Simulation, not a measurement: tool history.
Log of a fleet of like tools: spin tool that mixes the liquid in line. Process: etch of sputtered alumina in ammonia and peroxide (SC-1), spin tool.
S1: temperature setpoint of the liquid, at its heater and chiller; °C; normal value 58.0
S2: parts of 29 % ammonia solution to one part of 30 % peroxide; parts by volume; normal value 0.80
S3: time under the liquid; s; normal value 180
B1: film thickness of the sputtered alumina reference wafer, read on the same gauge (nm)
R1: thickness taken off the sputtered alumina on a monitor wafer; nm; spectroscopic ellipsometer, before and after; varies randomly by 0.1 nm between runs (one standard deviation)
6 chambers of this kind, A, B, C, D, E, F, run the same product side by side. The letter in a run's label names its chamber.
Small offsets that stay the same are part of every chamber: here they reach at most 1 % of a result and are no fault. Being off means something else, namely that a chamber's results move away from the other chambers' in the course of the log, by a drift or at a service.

run,hour,S1,S2,S3,B1,R1
1F,4.8,58.0,0.80,180,39.997,11.6380
2D,9.4,58.0,0.80,180,40.000,11.6970
3A,13.1,58.0,0.80,180,39.982,11.4890
4C,17.3,58.0,0.80,180,39.995,11.5870
5E,22.5,58.0,0.80,180,40.023,11.6700
6B,27.3,58.0,0.80,180,39.985,11.6380
7C,32.6,49.5,0.60,180,39.955,7.2098
8D,36.5,49.5,0.60,180,39.999,7.1915
9E,41.6,49.5,0.60,180,40.004,7.2766
10F,44.0,49.5,0.60,180,39.964,7.1373
11B,47.6,49.5,0.60,180,40.014,7.1689
12A,50.1,49.5,0.60,180,39.985,7.2775
13A,53.9,58.0,0.80,180,40.022,11.6760
14E,57.6,58.0,0.80,180,40.042,11.5100
15C,61.2,58.0,0.80,180,40.039,11.3590
16B,63.5,58.0,0.80,180,39.968,11.8490
17D,67.7,58.0,0.80,180,40.055,11.7410
18F,71.5,58.0,0.80,180,39.962,11.7520
19E,76.7,58.0,0.80,180,39.954,11.6400
20D,81.7,58.0,0.80,180,40.007,11.5040
21B,87.0,58.0,0.55,110,40.014,6.7081
22A,91.3,58.0,0.55,110,40.025,6.9710
23F,95.3,58.0,0.55,110,39.943,6.9178
24C,99.3,58.0,0.55,110,40.007,6.8093
25F,103.3,58.0,0.55,110,39.945,6.8186
26C,107.9,58.0,0.55,110,40.013,6.9231
27B,110.4,58.0,0.80,180,40.032,11.4680
28E,114.8,58.0,0.80,180,40.004,12.1270
29A,117.9,58.0,0.80,180,39.982,11.6460
30D,121.2,58.0,0.80,180,39.987,11.6280
31B,125.6,58.0,0.60,180,40.004,11.1930
# hour 127.4: chamber C: thermometer replaced
32F,128.5,58.0,0.60,180,40.000,11.5610
33E,131.8,58.0,0.60,180,40.035,11.8120
34A,135.0,58.0,0.60,180,39.995,11.2260
# hour 139.0: chamber F: new drum of ammonia solution connected
35D,139.0,58.0,0.60,180,39.956,11.4000
36C,142.1,58.0,0.60,180,40.029,11.2060
37E,145.7,58.0,0.80,180,40.012,12.3560
38F,149.0,58.0,0.80,180,40.027,11.6190
39B,153.8,58.0,0.80,180,39.970,11.5380

Read the log: is a single chamber off, either drifting away or since a service, is the gauge that measures every chamber drifting, or is nothing wrong beyond small per-chamber offsets? Name any odd chamber and what most likely caused it.

One chamber, E, drifts off from the rest bit by bit.
Cause: liquid hotter than its thermometer reads (K) = 1.22.

Chamber E could run next with any of the 4 candidate recipes listed below; each alters the usual settings, and their results appear as question marks. Which one brings its results back in line with what the other chambers deliver on the usual settings?
Counts as in line when no further than this from what the other chambers average on the usual settings: R1 0.3600 nm
40E-1,157.6,60.5,0.80,180,,?
40E-2,157.6,55.5,0.80,180,,?
40E-3,157.6,58.0,0.80,190,,?
40E-4,157.6,57.5,0.80,175,,?

The other chambers' mean on the usual settings: R1 11.6260 nm
run,R1
40E-1,13.9370
40E-2,10.8130
40E-3,12.9720
40E-4,11.6490
The answer is 40E-4, which returns the chamber to within the allowed miss of the others.
